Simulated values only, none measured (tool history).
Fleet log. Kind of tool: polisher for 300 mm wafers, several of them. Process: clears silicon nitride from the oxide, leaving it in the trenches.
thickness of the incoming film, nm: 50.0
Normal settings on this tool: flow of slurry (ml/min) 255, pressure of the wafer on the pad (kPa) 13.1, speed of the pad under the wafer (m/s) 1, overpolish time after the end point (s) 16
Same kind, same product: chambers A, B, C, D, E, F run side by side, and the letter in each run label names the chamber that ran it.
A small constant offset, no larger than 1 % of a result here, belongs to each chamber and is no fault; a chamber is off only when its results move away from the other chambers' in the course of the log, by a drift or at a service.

run   hour  flow of slurry (ml/min)  pressure of the wafer on the pad (kPa)  speed of the pad under the wafer (m/s)  overpolish time after the end point (s)  wafers polished on this pad  hours since the slurry nozzle was cleaned  hours since the head pressure was calibrated  time until the end point was called (s)
       4.7  -- chamber B: worn pad replaced by a new one
 1B    6.0                      255                                    13.1                                       1                                       16                           14                                      540.2                                         476.7                                   80.256
       8.7  -- chamber D: head pressure recalibrated
 2E   10.0                      255                                    13.1                                       1                                       16                          352                                      478.5                                         314.5                                   80.276
 3C   16.1                      255                                    13.1                                       1                                       16                          390                                      224.0                                         859.3                                   79.544
 4F   21.8                      255                                    13.1                                       1                                       16                          477                                       74.3                                         187.1                                   79.101
 5A   24.7                      255                                    13.1                                       1                                       16                          363                                      248.2                                         683.7                                   77.176
 6D   29.0                      255                                    13.1                                       1                                       16                          572                                      127.8                                          20.3                                   77.017
      34.6  -- chamber C: worn pad replaced by a new one
 7F   34.9                      255                                    13.1                                       1                                       16                          611                                       87.4                                         200.2                                   77.142
 8A   38.6                      255                                    13.1                                       1                                       16                          505                                      262.1                                         697.6                                   79.040
 9C   41.9                      255                                    13.1                                       1                                       16                           75                                      249.8                                         885.1                                   78.879
      44.3  -- chamber A: worn pad replaced by a new one
10D   47.1                      215                                    13.1                                       1                                       21                          757                                      145.9                                          38.4                                   80.209
11E   52.3                      215                                    13.1                                       1                                       21                          783                                      520.8                                         356.8                                   80.662
12B   57.4                      215                                    13.1                                       1                                       21                          538                                      591.6                                         528.1                                   78.693
      57.9  -- chamber F: worn pad replaced by a new one
13F   61.5                      215                                    13.1                                       1                                       21                           37                                      114.0                                         226.8                                   78.395
14D   66.9                      215                                    13.1                                       1                                       21                          959                                      165.7                                          58.2                                   78.902
      68.9  -- chamber B: worn pad replaced by a new one
      69.0  -- chamber D: worn pad replaced by a new one
15B   70.3                      215                                    13.1                                       1                                       21                           14                                      604.5                                         541.0                                   80.728
16A   74.5                      255                                    13.1                                       1                                       16                          307                                      298.0                                         733.5                                   79.848
17E   80.5                      255                                    13.1                                       1                                       16                         1070                                      549.0                                         385.0                                   77.115
      84.5  -- chamber C: worn pad replaced by a new one
18C   85.8                      335                                    13.1                                       1                                       21                           13                                      293.7                                         929.0                                   76.868
19D   88.5                      335                                    13.1                                       1                                       21                          199                                      187.3                                          79.8                                   75.055
20A   91.9                      335                                    13.1                                       1                                       21                          485                                      315.4                                         750.9                                   76.526
21C   97.1                      335                                    13.1                                       1                                       21                          128                                      305.0                                         940.3                                   76.095
      99.6  -- chamber B: slurry nozzle cleaned
22B  101.5                      335                                    13.1                                       1                                       21                          332                                        2.0                                         572.2                                   76.828
23E  106.4                      335                                    13.1                                       1                                       21                         1334                                      574.9                                         410.9                                   76.649
24F  109.8                      175                                    13.1                                       1                                       16                          529                                      162.3                                         275.1                                   79.760
     111.6  -- chamber E: worn pad replaced by a new one
     111.9  -- chamber A: worn pad replaced by a new one
25A  112.6                      175                                    13.1                                       1                                       16                            7                                      336.1                                         771.6                                   81.682
26B  116.7                      175                                    13.1                                       1                                       16                          487                                       17.2                                         587.4                                   80.765
27D  120.1                      175                                    13.1                                       1                                       16                          521                                      218.9                                         111.4                                   81.979
28C  124.7                      175                                    13.1                                       1                                       16                          409                                      332.6                                         967.9                                   80.717
29F  130.2                      175                                    13.1                                       1                                       16                          737                                      182.7                                         295.5                                   80.001
30E  135.0                      255                                    13.1                                       1                                       16                          238                                      603.5                                         439.5                                   77.328
     136.7  -- chamber C: worn pad replaced by a new one
     136.9  -- chamber F: slurry nozzle cleaned
31B  140.2                      255                                    13.1                                       1                                       16                          727                                       40.7                                         610.9                                   79.640
     142.8  -- chamber B: worn pad replaced by a new one
32A  143.4                      255                                    13.1                                       1                                       16                          321                                      366.9                                         802.4                                   76.548
33D  146.4                      255                                    13.1                                       1                                       16                          789                                      245.2                                         137.7                                   78.529
     151.8  -- chamber F: worn pad replaced by a new one
34E  152.5                      255                                    13.1                                       1                                       16                          416                                      621.0                                         457.0                                   77.535
     154.8  -- chamber D: worn pad replaced by a new one
35F  155.8                      255                                    13.1                                       1                                       16                           41                                       18.9                                         321.1                                   77.382
36C  160.9                      255                                    13.1                                       1                                       16                          246                                      368.8                                        1004.1                                   76.690
37E  166.3                      255                                    13.1                                       1                                       16                          557                                      634.8                                         470.8                                   77.449
     168.2  -- chamber A: worn pad replaced by a new one
38B  170.4                      255                                    13.1                                       1                                       16                          282                                       70.9                                         641.1                                   80.505
39F  173.2                      255                                    13.1                                       1                                       16                          218                                       36.3                                         338.5                                   77.839
40D  176.4                      255                                    13.1                                       1                                       16                          220                                      275.2                                         167.7                                   76.892
41A  180.1                      255                                    13.1                                       1                                       16                          121                                      403.6                                         839.1                                   75.552

What goes on in this fleet: one chamber off, a drifting gauge, or nothing beyond the chambers' own small offsets? Name the chamber and the cause, if any.

All chambers stay in line apart from their small fixed offsets, and the gauge does not drift.
